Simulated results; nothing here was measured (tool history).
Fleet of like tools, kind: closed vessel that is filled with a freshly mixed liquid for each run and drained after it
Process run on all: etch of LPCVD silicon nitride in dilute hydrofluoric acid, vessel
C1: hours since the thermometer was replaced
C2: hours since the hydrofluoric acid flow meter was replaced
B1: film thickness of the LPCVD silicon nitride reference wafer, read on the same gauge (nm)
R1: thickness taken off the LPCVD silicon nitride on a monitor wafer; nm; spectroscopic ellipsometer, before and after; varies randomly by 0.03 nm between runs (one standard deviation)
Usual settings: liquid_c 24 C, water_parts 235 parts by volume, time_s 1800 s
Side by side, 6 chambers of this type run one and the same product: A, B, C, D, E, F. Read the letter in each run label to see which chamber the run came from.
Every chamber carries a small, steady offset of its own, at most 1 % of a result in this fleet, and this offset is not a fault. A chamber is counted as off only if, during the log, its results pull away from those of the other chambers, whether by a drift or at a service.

{"run": "1D", "day": 0.142, "liquid_c": 24, "water_parts": 235, "time_s": 1800, "C1": 945.5, "C2": 717.6, "B1": 119.98, "R1": 3.7465}
{"run": "2F", "day": 0.321, "liquid_c": 24, "water_parts": 235, "time_s": 1800, "C1": 1620.6, "C2": 1649.1, "B1": 119.99, "R1": 3.7226}
{"run": "3A", "day": 0.504, "liquid_c": 24, "water_parts": 235, "time_s": 1800, "C1": 751.6, "C2": 91.6, "B1": 120, "R1": 3.7618}
{"run": "4E", "day": 0.658, "liquid_c": 24, "water_parts": 235, "time_s": 1800, "C1": 85.1, "C2": 317.6, "B1": 119.99, "R1": 3.7188}
{"run": "5B", "day": 0.85, "liquid_c": 24, "water_parts": 235, "time_s": 1800, "C1": 426.7, "C2": 506, "B1": 120.01, "R1": 3.796}
{"run": "6C", "day": 1.075, "liquid_c": 24, "water_parts": 235, "time_s": 1800, "C1": 1164.5, "C2": 1524, "B1": 120.02, "R1": 3.7851}
{"run": "7F", "day": 1.212, "liquid_c": 26, "water_parts": 155, "time_s": 1800, "C1": 1642, "C2": 1670.5, "B1": 120.02, "R1": 6.4039}
{"run": "8C", "day": 1.433, "liquid_c": 26, "water_parts": 155, "time_s": 1800, "C1": 1173.1, "C2": 1532.6, "B1": 120, "R1": 6.4389}
{"run": "9A", "day": 1.646, "liquid_c": 26, "water_parts": 155, "time_s": 1800, "C1": 779, "C2": 119, "B1": 120.01, "R1": 6.4814}
{"run": "10E", "day": 1.771, "liquid_c": 26, "water_parts": 155, "time_s": 1800, "C1": 111.8, "C2": 344.3, "B1": 120, "R1": 6.5163}
{"run": "11D", "day": 2.008, "liquid_c": 26, "water_parts": 155, "time_s": 1800, "C1": 990.3, "C2": 762.4, "B1": 120, "R1": 6.4199}
{"run": "12B", "day": 2.196, "liquid_c": 26, "water_parts": 155, "time_s": 1800, "C1": 459, "C2": 538.3, "B1": 120, "R1": 6.4889}
{"run": "13F", "day": 2.425, "liquid_c": 24, "water_parts": 235, "time_s": 1800, "C1": 1671.1, "C2": 1699.6, "B1": 119.98, "R1": 3.8108}
{"run": "14E", "day": 2.533, "liquid_c": 24, "water_parts": 235, "time_s": 1800, "C1": 130.1, "C2": 362.6, "B1": 120, "R1": 3.7604}
{"run": "15A", "day": 2.667, "liquid_c": 24, "water_parts": 235, "time_s": 1800, "C1": 803.5, "C2": 143.5, "B1": 120.01, "R1": 3.7739}
{"day": 2.742, "done": "chamber D: thermometer replaced"}
{"run": "16C", "day": 2.771, "liquid_c": 24, "water_parts": 235, "time_s": 1800, "C1": 1205.2, "C2": 1564.7, "B1": 120, "R1": 3.7356}
{"run": "17B", "day": 2.904, "liquid_c": 24, "water_parts": 235, "time_s": 1800, "C1": 476, "C2": 555.3, "B1": 120.01, "R1": 3.7318}
{"run": "18D", "day": 3.088, "liquid_c": 24, "water_parts": 235, "time_s": 1800, "C1": 8.3, "C2": 788.3, "B1": 120, "R1": 3.6961}
{"run": "19B", "day": 3.212, "liquid_c": 24, "water_parts": 235, "time_s": 1800, "C1": 483.4, "C2": 562.7, "B1": 119.99, "R1": 3.7504}
{"run": "20F", "day": 3.383, "liquid_c": 24, "water_parts": 235, "time_s": 1800, "C1": 1694.1, "C2": 1722.6, "B1": 120, "R1": 3.7055}
{"run": "21E", "day": 3.55, "liquid_c": 24, "water_parts": 235, "time_s": 1800, "C1": 154.5, "C2": 387, "B1": 120.01, "R1": 3.7335}
{"run": "22C", "day": 3.688, "liquid_c": 24, "water_parts": 235, "time_s": 2185, "C1": 1227.2, "C2": 1586.7, "B1": 120, "R1": 4.5499}
{"run": "23A", "day": 3.838, "liquid_c": 24, "water_parts": 235, "time_s": 2185, "C1": 831.6, "C2": 171.6, "B1": 120, "R1": 4.5647}
{"run": "24D", "day": 4.038, "liquid_c": 24, "water_parts": 235, "time_s": 2185, "C1": 31.1, "C2": 811.1, "B1": 119.99, "R1": 4.4538}
{"run": "25F", "day": 4.138, "liquid_c": 24, "water_parts": 235, "time_s": 2185, "C1": 1712.2, "C2": 1740.7, "B1": 119.98, "R1": 4.5041}
{"run": "26B", "day": 4.267, "liquid_c": 24, "water_parts": 235, "time_s": 2185, "C1": 508.7, "C2": 588, "B1": 120, "R1": 4.4769}
{"run": "27A", "day": 4.383, "liquid_c": 24, "water_parts": 235, "time_s": 2185, "C1": 844.7, "C2": 184.7, "B1": 120.01, "R1": 4.5748}
{"run": "28C", "day": 4.508, "liquid_c": 24, "water_parts": 235, "time_s": 1800, "C1": 1246.9, "C2": 1606.4, "B1": 120, "R1": 3.728}
{"run": "29E", "day": 4.725, "liquid_c": 24, "water_parts": 235, "time_s": 1800, "C1": 182.7, "C2": 415.2, "B1": 120.01, "R1": 3.7048}
{"run": "30D", "day": 4.938, "liquid_c": 24, "water_parts": 235, "time_s": 1800, "C1": 52.7, "C2": 832.7, "B1": 120, "R1": 3.649}
{"run": "31E", "day": 5.154, "liquid_c": 24, "water_parts": 235, "time_s": 1800, "C1": 193, "C2": 425.5, "B1": 120, "R1": 3.7286}
{"run": "32B", "day": 5.338, "liquid_c": 24, "water_parts": 235, "time_s": 1800, "C1": 534.4, "C2": 613.7, "B1": 119.98, "R1": 3.7754}
{"run": "33D", "day": 5.55, "liquid_c": 24, "water_parts": 235, "time_s": 1800, "C1": 67.4, "C2": 847.4, "B1": 120.01, "R1": 3.6179}
{"run": "34A", "day": 5.725, "liquid_c": 24, "water_parts": 235, "time_s": 1800, "C1": 876.9, "C2": 216.9, "B1": 120.01, "R1": 3.8169}
{"run": "35C", "day": 5.879, "liquid_c": 24, "water_parts": 235, "time_s": 1800, "C1": 1279.8, "C2": 1639.3, "B1": 120.01, "R1": 3.7885}
{"run": "36F", "day": 6.029, "liquid_c": 24, "water_parts": 235, "time_s": 1800, "C1": 1757.6, "C2": 1786.1, "B1": 120.02, "R1": 3.7207}
{"run": "37A", "day": 6.258, "liquid_c": 24, "water_parts": 235, "time_s": 1800, "C1": 889.7, "C2": 229.7, "B1": 120, "R1": 3.751}
{"day": 6.271, "done": "chamber B: hydrofluoric acid flow meter replaced"}
{"run": "38E", "day": 6.392, "liquid_c": 24, "water_parts": 235, "time_s": 1800, "C1": 222.7, "C2": 455.2, "B1": 120.01, "R1": 3.8202}
{"run": "39B", "day": 6.512, "liquid_c": 24, "water_parts": 235, "time_s": 1800, "C1": 562.6, "C2": 5.9, "B1": 120.01, "R1": 3.7399}

All chambers now run identical settings, listed one chamber a line with results as question marks. What results will each chamber show?
{"run": "40A", "day": 6.683, "liquid_c": 24, "water_parts": 235, "time_s": 2565, "R1": "?"}
{"run": "40B", "day": 6.683, "liquid_c": 24, "water_parts": 235, "time_s": 2565, "R1": "?"}
{"run": "40C", "day": 6.683, "liquid_c": 24, "water_parts": 235, "time_s": 2565, "R1": "?"}
{"run": "40D", "day": 6.683, "liquid_c": 24, "water_parts": 235, "time_s": 2565, "R1": "?"}
{"run": "40E", "day": 6.683, "liquid_c": 24, "water_parts": 235, "time_s": 2565, "R1": "?"}
{"run": "40F", "day": 6.683, "liquid_c": 24, "water_parts": 235, "time_s": 2565, "R1": "?"}

run=40A R1=5.3474
run=40B R1=5.3515
run=40C R1=5.3892
run=40D R1=5.0634
run=40E R1=5.3282
run=40F R1=5.2003
